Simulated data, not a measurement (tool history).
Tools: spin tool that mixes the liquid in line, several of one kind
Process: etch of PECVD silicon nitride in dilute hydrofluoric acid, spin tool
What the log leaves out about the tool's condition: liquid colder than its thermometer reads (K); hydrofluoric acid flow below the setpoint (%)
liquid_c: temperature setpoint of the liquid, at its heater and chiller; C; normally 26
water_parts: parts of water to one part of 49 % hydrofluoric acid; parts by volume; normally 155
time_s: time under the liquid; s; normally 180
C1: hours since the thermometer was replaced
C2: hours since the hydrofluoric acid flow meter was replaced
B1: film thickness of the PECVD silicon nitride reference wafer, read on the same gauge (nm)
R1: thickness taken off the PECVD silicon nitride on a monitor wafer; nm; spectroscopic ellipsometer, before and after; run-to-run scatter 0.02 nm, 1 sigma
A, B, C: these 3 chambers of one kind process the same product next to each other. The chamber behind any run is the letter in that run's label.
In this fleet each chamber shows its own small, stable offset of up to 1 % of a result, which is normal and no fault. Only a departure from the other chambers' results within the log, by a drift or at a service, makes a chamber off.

Run 1C, hour 5.8: usual settings; C1 1082.6; C2 41.1; B1 130.01. Result: R1 2.9326 nm.
Run 2B, hour 16.6: usual settings; C1 396.5; C2 479.2; B1 130.02. Result: R1 2.8635 nm.
Run 3A, hour 22.3: usual settings; C1 67.4; C2 456.8; B1 130.01. Result: R1 2.8683 nm.
Run 4B, hour 31.4: usual settings; C1 411.3; C2 494; B1 130.01. Result: R1 2.9369 nm.
Run 5A, hour 37.7: usual settings but liquid_c 29 C, time_s 125 s; C1 82.8; C2 472.2; B1 129.99. Result: R1 2.4093 nm.
Run 6C, hour 48.4: usual settings but liquid_c 29 C, time_s 125 s; C1 1125.2; C2 83.7; B1 129.99. Result: R1 2.4397 nm.
Run 7B, hour 58.6: usual settings but liquid_c 29 C, time_s 125 s; C1 438.5; C2 521.2; B1 130.02. Result: R1 2.4115 nm.
Run 8A, hour 67.2: usual settings but liquid_c 29 C, time_s 230 s; C1 112.3; C2 501.7; B1 129.99. Result: R1 4.4262 nm.
Run 9C, hour 72.9: usual settings but liquid_c 29 C, time_s 230 s; C1 1149.7; C2 108.2; B1 130. Result: R1 4.4585 nm.
Run 10A, hour 79.1: usual settings but liquid_c 29 C, time_s 230 s; C1 124.2; C2 513.6; B1 129.98. Result: R1 4.4547 nm.
Run 11B, hour 86.1: usual settings; C1 466; C2 548.7; B1 130.01. Result: R1 2.8879 nm.
Run 12C, hour 94.4: usual settings but liquid_c 21.5 C; C1 1171.2; C2 129.7; B1 130. Result: R1 2.2034 nm.
Run 13C, hour 104.6: usual settings but liquid_c 21.5 C; C1 1181.4; C2 139.9; B1 130. Result: R1 2.1851 nm.
Run 14A, hour 115: usual settings but liquid_c 21.5 C; C1 160.1; C2 549.5; B1 129.99. Result: R1 2.1858 nm.
Run 15B, hour 124.2: usual settings; C1 504.1; C2 586.8; B1 130. Result: R1 2.8736 nm.
Run 16C, hour 134.5: usual settings; C1 1211.3; C2 169.8; B1 130.02. Result: R1 2.9275 nm.
Run 17B, hour 143.7: usual settings; C1 523.6; C2 606.3; B1 129.98. Result: R1 2.891 nm.
Run 18A, hour 154.5: usual settings but water_parts 215 parts by volume, time_s 100 s; C1 199.6; C2 589; B1 130. Result: R1 1.1572 nm.
Run 19C, hour 162.2: usual settings but water_parts 215 parts by volume, time_s 100 s; C1 1239; C2 197.5; B1 130. Result: R1 1.1743 nm.
Run 20B, hour 172.7: usual settings but water_parts 215 parts by volume, time_s 100 s; C1 552.6; C2 635.3; B1 129.98. Result: R1 1.1561 nm.
Run 21A, hour 179.7: usual settings; C1 224.8; C2 614.2; B1 130.01. Result: R1 2.852 nm.
Run 22C, hour 189.6: usual settings; C1 1266.4; C2 224.9; B1 130. Result: R1 2.9089 nm.
Run 23A, hour 199.1: usual settings; C1 244.2; C2 633.6; B1 130.01. Result: R1 2.8918 nm.
Run 24B, hour 208.6: usual settings; C1 588.5; C2 671.2; B1 130.01. Result: R1 2.8978 nm.
Run 25C, hour 214.5: usual settings; C1 1291.3; C2 249.8; B1 130. Result: R1 2.9049 nm.
Run 26A, hour 224.8: usual settings; C1 269.9; C2 659.3; B1 130.01. Result: R1 2.9011 nm.
Run 27B, hour 235.7: usual settings but liquid_c 24.5 C, time_s 215 s; C1 615.6; C2 698.3; B1 129.99. Result: R1 3.1322 nm.
Run 28A, hour 241.2: usual settings but liquid_c 24.5 C, time_s 215 s; C1 286.3; C2 675.7; B1 130.01. Result: R1 3.1129 nm.
Run 29B, hour 251.4: usual settings but liquid_c 24.5 C, time_s 215 s; C1 631.3; C2 714; B1 129.99. Result: R1 3.114 nm.
Run 30C, hour 259.5: usual settings; C1 1336.3; C2 294.8; B1 129.98. Result: R1 2.8348 nm.
Run 31C, hour 270.6: usual settings; C1 1347.4; C2 305.9; B1 129.98. Result: R1 2.8641 nm.
Run 32B, hour 279: usual settings; C1 658.9; C2 741.6; B1 130. Result: R1 2.8948 nm.
Run 33A, hour 290.4: usual settings; C1 335.5; C2 724.9; B1 129.98. Result: R1 2.9338 nm.
Run 34A, hour 297.6: usual settings; C1 342.7; C2 732.1; B1 130. Result: R1 2.8774 nm.
Run 35B, hour 306.9: usual settings; C1 686.8; C2 769.5; B1 130.01. Result: R1 2.8875 nm.
Run 36C, hour 313.5: usual settings; C1 1390.3; C2 348.8; B1 130.01. Result: R1 2.8395 nm.
Run 37A, hour 322.1: usual settings but time_s 110 s; C1 367.2; C2 756.6; B1 129.97. Result: R1 1.7575 nm.
Run 38B, hour 332.1: usual settings but time_s 110 s; C1 712; C2 794.7; B1 130. Result: R1 1.749 nm.
Run 39C, hour 341.3: usual settings but time_s 110 s; C1 1418.1; C2 376.6; B1 130.02. Result: R1 1.7085 nm.
Run 40A, hour 346.8: usual settings; C1 391.9; C2 781.3; B1 130. Result: R1 2.9081 nm.
Run 41C, hour 352.6: usual settings but water_parts 110 parts by volume; C1 1429.4; C2 387.9; B1 129.98. Result: R1 3.9109 nm.
Run 42B, hour 362: usual settings but water_parts 110 parts by volume; C1 741.9; C2 824.6; B1 130. Result: R1 4.0516 nm.
Run 43A, hour 368.4: usual settings but water_parts 110 parts by volume; C1 413.5; C2 802.9; B1 130.01. Result: R1 4.0544 nm.

Predict what each chamber gives when all 3 of them run the settings below next.
Run 44A, hour 376.6: usual settings but liquid_c 29 C. Result: R1 ?.
Run 44B, hour 376.6: usual settings but liquid_c 29 C. Result: R1 ?.
Run 44C, hour 376.6: usual settings but liquid_c 29 C. Result: R1 ?.

run      R1
44A  3.4607
44B  3.4893
44C  3.3328
